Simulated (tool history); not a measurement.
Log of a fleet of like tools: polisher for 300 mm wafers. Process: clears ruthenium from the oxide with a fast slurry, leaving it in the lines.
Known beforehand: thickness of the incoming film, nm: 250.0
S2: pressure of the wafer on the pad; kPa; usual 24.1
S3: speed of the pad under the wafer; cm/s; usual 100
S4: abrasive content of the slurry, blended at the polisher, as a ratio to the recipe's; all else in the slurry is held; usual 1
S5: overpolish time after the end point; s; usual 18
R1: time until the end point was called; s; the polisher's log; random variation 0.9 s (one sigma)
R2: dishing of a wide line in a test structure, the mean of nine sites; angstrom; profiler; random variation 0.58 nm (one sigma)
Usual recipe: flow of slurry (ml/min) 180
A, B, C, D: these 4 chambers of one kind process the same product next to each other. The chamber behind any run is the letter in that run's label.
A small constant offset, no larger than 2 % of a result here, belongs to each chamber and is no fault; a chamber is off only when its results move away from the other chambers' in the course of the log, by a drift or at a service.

At hour 2.3: chamber A: slurry blender recalibrated.
At hour 3.5: chamber D: worn pad replaced by a new one.
Run 1D, hour 8.3: usual settings. Result: R1 50.633 s, R2 409.02 angstrom.
At hour 9: chamber B: worn pad replaced by a new one.
Run 2A, hour 16.4: usual settings. Result: R1 51.372 s, R2 402.16 angstrom.
At hour 21.1: chamber C: worn pad replaced by a new one.
Run 3B, hour 22.9: usual settings. Result: R1 51.581 s, R2 399.06 angstrom.
At hour 25.3: chamber A: worn pad replaced by a new one.
Run 4C, hour 31.6: usual settings. Result: R1 52.057 s, R2 401.88 angstrom.
Run 5D, hour 43.1: usual settings. Result: R1 50.972 s, R2 392.7 angstrom.
Run 6B, hour 49: usual settings. Result: R1 52.38 s, R2 405.14 angstrom.
Run 7A, hour 61.8: usual settings. Result: R1 51.8 s, R2 402.6 angstrom.
Run 8C, hour 69.4: usual settings. Result: R1 53.041 s, R2 400.86 angstrom.
At hour 81.4: chamber B: worn pad replaced by a new one.
At hour 81.9: chamber D: worn pad replaced by a new one.
Run 9D, hour 82.3: usual settings. Result: R1 50.685 s, R2 402.19 angstrom.
Run 10A, hour 95: usual settings. Result: R1 51.668 s, R2 411.72 angstrom.
At hour 104.9: chamber A: worn pad replaced by a new one.
Run 11C, hour 105.7: usual settings. Result: R1 52.409 s, R2 407.39 angstrom.
At hour 106.7: chamber D: slurry nozzle cleaned.
At hour 108.4: chamber D: slurry blender recalibrated.
Run 12B, hour 115: usual settings. Result: R1 51.249 s, R2 412.24 angstrom.
At hour 119.7: chamber C: worn pad replaced by a new one.
At hour 123.9: chamber A: head pressure recalibrated.
Run 13B, hour 126.9: usual settings. Result: R1 50.33 s, R2 402.69 angstrom.
Run 14A, hour 138.9: usual settings. Result: R1 50.32 s, R2 410.08 angstrom.
Run 15C, hour 149.4: usual settings. Result: R1 50.838 s, R2 406.21 angstrom.
At hour 156: chamber C: head pressure recalibrated.
At hour 159.7: chamber B: head pressure recalibrated.
At hour 159.8: chamber D: worn pad replaced by a new one.
At hour 159.9: chamber B: worn pad replaced by a new one.
Run 16D, hour 161.6: usual settings. Result: R1 48.942 s, R2 403.36 angstrom.
Run 17B, hour 168.4: usual settings. Result: R1 51.713 s, R2 406.68 angstrom.
Run 18C, hour 179.1: usual settings. Result: R1 55.851 s, R2 385.6 angstrom.
Run 19D, hour 189.2: usual settings. Result: R1 48.793 s, R2 402.11 angstrom.
At hour 196.2: chamber A: worn pad replaced by a new one.
Run 20A, hour 196.7: usual settings. Result: R1 51.671 s, R2 410.03 angstrom.
Run 21A, hour 207.2: usual settings. Result: R1 51.707 s, R2 394.43 angstrom.
Run 22C, hour 219.2: usual settings. Result: R1 55.679 s, R2 387.23 angstrom.
Run 23B, hour 228.3: usual settings. Result: R1 52.208 s, R2 411.6 angstrom.
At hour 229.8: chamber B: worn pad replaced by a new one.
Run 24D, hour 236.1: usual settings but S2 17.2 kPa. Result: R1 70.894 s, R2 339.46 angstrom.
At hour 238.1: chamber C: worn pad replaced by a new one.
At hour 242.8: chamber D: worn pad replaced by a new one.
At hour 243.1: chamber A: slurry blender recalibrated.
Run 25A, hour 244: usual settings but S2 17.2 kPa. Result: R1 70.709 s, R2 343.39 angstrom.
Run 26C, hour 252.1: usual settings but S2 17.2 kPa. Result: R1 78.154 s, R2 316.42 angstrom.
At hour 254.6: chamber C: slurry nozzle cleaned.
Run 27D, hour 260.5: usual settings but S2 17.2 kPa. Result: R1 68.859 s, R2 333.71 angstrom.
Run 28B, hour 267.9: usual settings. Result: R1 52.132 s, R2 395.13 angstrom.
At hour 272.3: chamber B: slurry nozzle cleaned.
Run 29A, hour 277.9: usual settings. Result: R1 52.05 s, R2 411.79 angstrom.
At hour 281: chamber A: worn pad replaced by a new one.
Run 30B, hour 284.6: usual settings. Result: R1 50.001 s, R2 409.31 angstrom.
Run 31C, hour 292.2: usual settings. Result: R1 57.013 s, R2 378.86 angstrom.
Run 32D, hour 298.7: usual settings. Result: R1 50.672 s, R2 408.06 angstrom.
At hour 309: chamber B: worn pad replaced by a new one.
Run 33B, hour 311.7: usual settings but S5 13 s. Result: R1 51.439 s, R2 352.52 angstrom.
At hour 317.7: chamber D: worn pad replaced by a new one.
Run 34C, hour 318.8: usual settings but S5 13 s. Result: R1 54.836 s, R2 326.95 angstrom.
Run 35D, hour 327.1: usual settings but S5 13 s. Result: R1 49.326 s, R2 348.71 angstrom.
Run 36A, hour 332.9: usual settings but S5 13 s. Result: R1 51.92 s, R2 358.8 angstrom.
At hour 337.8: chamber C: worn pad replaced by a new one.
Run 37C, hour 342.6: usual settings. Result: R1 56.174 s, R2 385.07 angstrom.
Run 38B, hour 350.2: usual settings. Result: R1 50.782 s, R2 408.03 angstrom.
Run 39A, hour 357.6: usual settings. Result: R1 51.687 s, R2 406.58 angstrom.
Run 40D, hour 370.4: usual settings. Result: R1 49.069 s, R2 395.51 angstrom.
At hour 372.8: chamber A: worn pad replaced by a new one.
At hour 376.9: chamber B: slurry blender recalibrated.
At hour 379: chamber B: worn pad replaced by a new one.
Run 41D, hour 382: usual settings. Result: R1 51.08 s, R2 392.41 angstrom.
Run 42B, hour 393.3: usual settings. Result: R1 52.411 s, R2 394.42 angstrom.
At hour 403.4: chamber A: slurry nozzle cleaned.
Run 43A, hour 404.6: usual settings. Result: R1 50.809 s, R2 406.72 angstrom.

One chamber off, gauge drift, or nothing amiss beyond the chambers' own small offsets? If it is a chamber, which one, and what is the likeliest cause?

A service left chamber C off against the others.
Cause: head's pressure below its setpoint, % = 10.1.

Which of the 4 candidates below, each the usual settings with something changed and its results left as question marks, puts chamber C back in line with what the other chambers give on the usual settings?
To be in line, a result may differ from the other chambers' mean on the usual settings by at most: R1 3.2 s; R2 20 angstrom
Run 44C-1, hour 413.9: usual settings but flow of slurry (ml/min) 185, S2 26.2 kPa, S3 110 cm/s, S4 1.05. Result: R1 ?, R2 ?.
Run 44C-2, hour 413.9: usual settings but S2 22.8 kPa, S3 96 cm/s. Result: R1 ?, R2 ?.
Run 44C-3, hour 413.9: usual settings but flow of slurry (ml/min) 175, S2 22.1 kPa, S3 90 cm/s, S4 0.95. Result: R1 ?, R2 ?.
Run 44C-4, hour 413.9: usual settings but S2 25.5 kPa, S3 104 cm/s. Result: R1 ?, R2 ?.

What the other chambers average on the usual settings: R1 51.519 s; R2 403.2 angstrom
  run      R1      R2
44C-1  46.146  417.58
44C-2   62.45  366.45
44C-3  70.631  343.96
44C-4  51.439  400.15
Change 44C-4 lands the chamber within the allowed miss of the other chambers.
